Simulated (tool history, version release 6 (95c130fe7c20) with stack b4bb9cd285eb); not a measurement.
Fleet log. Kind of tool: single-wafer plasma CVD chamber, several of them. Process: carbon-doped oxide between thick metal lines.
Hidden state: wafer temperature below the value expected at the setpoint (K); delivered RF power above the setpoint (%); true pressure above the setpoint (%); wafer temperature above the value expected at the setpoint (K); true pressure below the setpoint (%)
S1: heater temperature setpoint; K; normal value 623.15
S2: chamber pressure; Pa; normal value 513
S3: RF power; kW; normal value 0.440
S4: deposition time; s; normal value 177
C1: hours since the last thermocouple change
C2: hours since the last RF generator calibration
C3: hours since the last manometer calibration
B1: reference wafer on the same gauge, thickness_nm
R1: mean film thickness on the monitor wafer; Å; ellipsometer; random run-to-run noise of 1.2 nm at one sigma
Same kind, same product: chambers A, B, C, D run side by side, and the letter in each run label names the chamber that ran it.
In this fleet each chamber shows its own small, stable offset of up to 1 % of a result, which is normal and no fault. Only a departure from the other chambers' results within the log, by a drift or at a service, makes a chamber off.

{"run": "1D", "hour": 3.2, "S1": 623.15, "S2": 513, "S3": 0.44, "S4": 177, "C1": 164.5, "C2": 876.8, "C3": 921.5, "B1": 897.13, "R1": 7864.0}
{"run": "2A", "hour": 7.1, "S1": 623.15, "S2": 513, "S3": 0.44, "S4": 177, "C1": 1744.1, "C2": 93.2, "C3": 1043.8, "B1": 896.66, "R1": 7910.3}
{"run": "3B", "hour": 12.1, "S1": 623.15, "S2": 513, "S3": 0.44, "S4": 177, "C1": 674.4, "C2": 2052.1, "C3": 750.5, "B1": 896.96, "R1": 7910.9}
{"run": "4C", "hour": 15.4, "S1": 623.15, "S2": 513, "S3": 0.44, "S4": 177, "C1": 961.5, "C2": 1394.6, "C3": 2862.8, "B1": 896.26, "R1": 7807.4}
{"run": "5A", "hour": 18.9, "S1": 610.15, "S2": 513, "S3": 0.44, "S4": 152, "C1": 1755.9, "C2": 105.0, "C3": 1055.6, "B1": 896.0, "R1": 7025.8}
{"run": "6D", "hour": 22.2, "S1": 610.15, "S2": 513, "S3": 0.44, "S4": 152, "C1": 183.5, "C2": 895.8, "C3": 940.5, "B1": 896.2, "R1": 6968.1}
{"run": "7B", "hour": 25.9, "S1": 610.15, "S2": 513, "S3": 0.44, "S4": 152, "C1": 688.2, "C2": 2065.9, "C3": 764.3, "B1": 895.63, "R1": 7063.6}
{"run": "8C", "hour": 29.1, "S1": 610.15, "S2": 513, "S3": 0.44, "S4": 152, "C1": 975.2, "C2": 1408.3, "C3": 2876.5, "B1": 896.13, "R1": 6943.6}
{"run": "9D", "hour": 32.9, "S1": 623.15, "S2": 513, "S3": 0.485, "S4": 177, "C1": 194.2, "C2": 906.5, "C3": 951.2, "B1": 895.53, "R1": 8391.4}
{"run": "10C", "hour": 36.4, "S1": 623.15, "S2": 513, "S3": 0.485, "S4": 177, "C1": 982.5, "C2": 1415.6, "C3": 2883.8, "B1": 895.79, "R1": 8330.9}
{"run": "11A", "hour": 40.8, "S1": 623.15, "S2": 513, "S3": 0.485, "S4": 177, "C1": 1777.8, "C2": 126.9, "C3": 1077.5, "B1": 895.47, "R1": 8432.7}
{"run": "12B", "hour": 46.4, "S1": 623.15, "S2": 513, "S3": 0.485, "S4": 177, "C1": 708.7, "C2": 2086.4, "C3": 784.8, "B1": 895.22, "R1": 8410.5}
{"run": "13C", "hour": 49.6, "S1": 623.15, "S2": 513, "S3": 0.44, "S4": 177, "C1": 995.7, "C2": 1428.8, "C3": 2897.0, "B1": 895.11, "R1": 7792.5}
{"run": "14B", "hour": 53.3, "S1": 623.15, "S2": 513, "S3": 0.475, "S4": 204, "C1": 715.6, "C2": 2093.3, "C3": 791.7, "B1": 894.71, "R1": 9543.7}
{"run": "15D", "hour": 57.2, "S1": 623.15, "S2": 513, "S3": 0.475, "S4": 204, "C1": 218.5, "C2": 930.8, "C3": 975.5, "B1": 894.82, "R1": 9489.7}
{"hour": 58.9, "done": "chamber A: capacitance manometer re-zeroed and calibrated"}
{"run": "16A", "hour": 62.8, "S1": 623.15, "S2": 513, "S3": 0.475, "S4": 204, "C1": 1799.8, "C2": 148.9, "C3": 3.9, "B1": 894.49, "R1": 9575.4}
{"run": "17A", "hour": 68.0, "S1": 623.15, "S2": 513, "S3": 0.475, "S4": 204, "C1": 1805.0, "C2": 154.1, "C3": 9.1, "B1": 894.27, "R1": 9546.3}
{"run": "18B", "hour": 70.7, "S1": 623.15, "S2": 513, "S3": 0.44, "S4": 177, "C1": 733.0, "C2": 2110.7, "C3": 809.1, "B1": 894.11, "R1": 7925.3}
{"run": "19C", "hour": 74.5, "S1": 623.15, "S2": 513, "S3": 0.44, "S4": 177, "C1": 1020.6, "C2": 1453.7, "C3": 2921.9, "B1": 893.51, "R1": 7801.0}
{"hour": 77.8, "done": "chamber B: RF generator calibrated"}
{"run": "20D", "hour": 79.2, "S1": 623.15, "S2": 513, "S3": 0.44, "S4": 177, "C1": 240.5, "C2": 952.8, "C3": 997.5, "B1": 893.95, "R1": 7817.7}
{"run": "21B", "hour": 83.6, "S1": 623.15, "S2": 513, "S3": 0.44, "S4": 177, "C1": 745.9, "C2": 5.8, "C3": 822.0, "B1": 893.75, "R1": 7906.3}
{"run": "22C", "hour": 88.5, "S1": 623.15, "S2": 513, "S3": 0.44, "S4": 177, "C1": 1034.6, "C2": 1467.7, "C3": 2935.9, "B1": 893.33, "R1": 7787.1}
{"run": "23D", "hour": 93.0, "S1": 623.15, "S2": 513, "S3": 0.44, "S4": 177, "C1": 254.3, "C2": 966.6, "C3": 1011.3, "B1": 893.38, "R1": 7825.8}
{"run": "24A", "hour": 98.2, "S1": 623.15, "S2": 513, "S3": 0.44, "S4": 177, "C1": 1835.2, "C2": 184.3, "C3": 39.3, "B1": 892.66, "R1": 7877.1}
{"run": "25B", "hour": 102.3, "S1": 623.15, "S2": 513, "S3": 0.44, "S4": 177, "C1": 764.6, "C2": 24.5, "C3": 840.7, "B1": 892.71, "R1": 7894.4}
{"run": "26C", "hour": 106.1, "S1": 623.15, "S2": 513, "S3": 0.44, "S4": 177, "C1": 1052.2, "C2": 1485.3, "C3": 2953.5, "B1": 892.43, "R1": 7766.8}
{"run": "27D", "hour": 111.0, "S1": 623.15, "S2": 513, "S3": 0.44, "S4": 177, "C1": 272.3, "C2": 984.6, "C3": 1029.3, "B1": 892.06, "R1": 7833.3}
{"run": "28A", "hour": 115.4, "S1": 616.15, "S2": 513, "S3": 0.44, "S4": 177, "C1": 1852.4, "C2": 201.5, "C3": 56.5, "B1": 892.47, "R1": 8019.2}
{"run": "29C", "hour": 120.5, "S1": 616.15, "S2": 513, "S3": 0.44, "S4": 177, "C1": 1066.6, "C2": 1499.7, "C3": 2967.9, "B1": 892.57, "R1": 7927.6}
{"run": "30B", "hour": 124.4, "S1": 616.15, "S2": 513, "S3": 0.44, "S4": 177, "C1": 786.7, "C2": 46.6, "C3": 862.8, "B1": 891.57, "R1": 8042.5}
{"run": "31D", "hour": 129.2, "S1": 616.15, "S2": 513, "S3": 0.44, "S4": 177, "C1": 290.5, "C2": 1002.8, "C3": 1047.5, "B1": 891.85, "R1": 7953.2}
{"run": "32A", "hour": 133.4, "S1": 615.15, "S2": 513, "S3": 0.44, "S4": 177, "C1": 1870.4, "C2": 219.5, "C3": 74.5, "B1": 891.35, "R1": 8025.5}

Next, all 4 chambers run the settings below, one line each with question marks for the results. What does each chamber give?
{"run": "33A", "hour": 137.4, "S1": 623.15, "S2": 513, "S3": 0.44, "S4": 192, "R1": "?"}
{"run": "33B", "hour": 137.4, "S1": 623.15, "S2": 513, "S3": 0.44, "S4": 192, "R1": "?"}
{"run": "33C", "hour": 137.4, "S1": 623.15, "S2": 513, "S3": 0.44, "S4": 192, "R1": "?"}
{"run": "33D", "hour": 137.4, "S1": 623.15, "S2": 513, "S3": 0.44, "S4": 192, "R1": "?"}

run=33A R1=8530.2
run=33B R1=8539.0
run=33C R1=8443.0
run=33D R1=8480.9

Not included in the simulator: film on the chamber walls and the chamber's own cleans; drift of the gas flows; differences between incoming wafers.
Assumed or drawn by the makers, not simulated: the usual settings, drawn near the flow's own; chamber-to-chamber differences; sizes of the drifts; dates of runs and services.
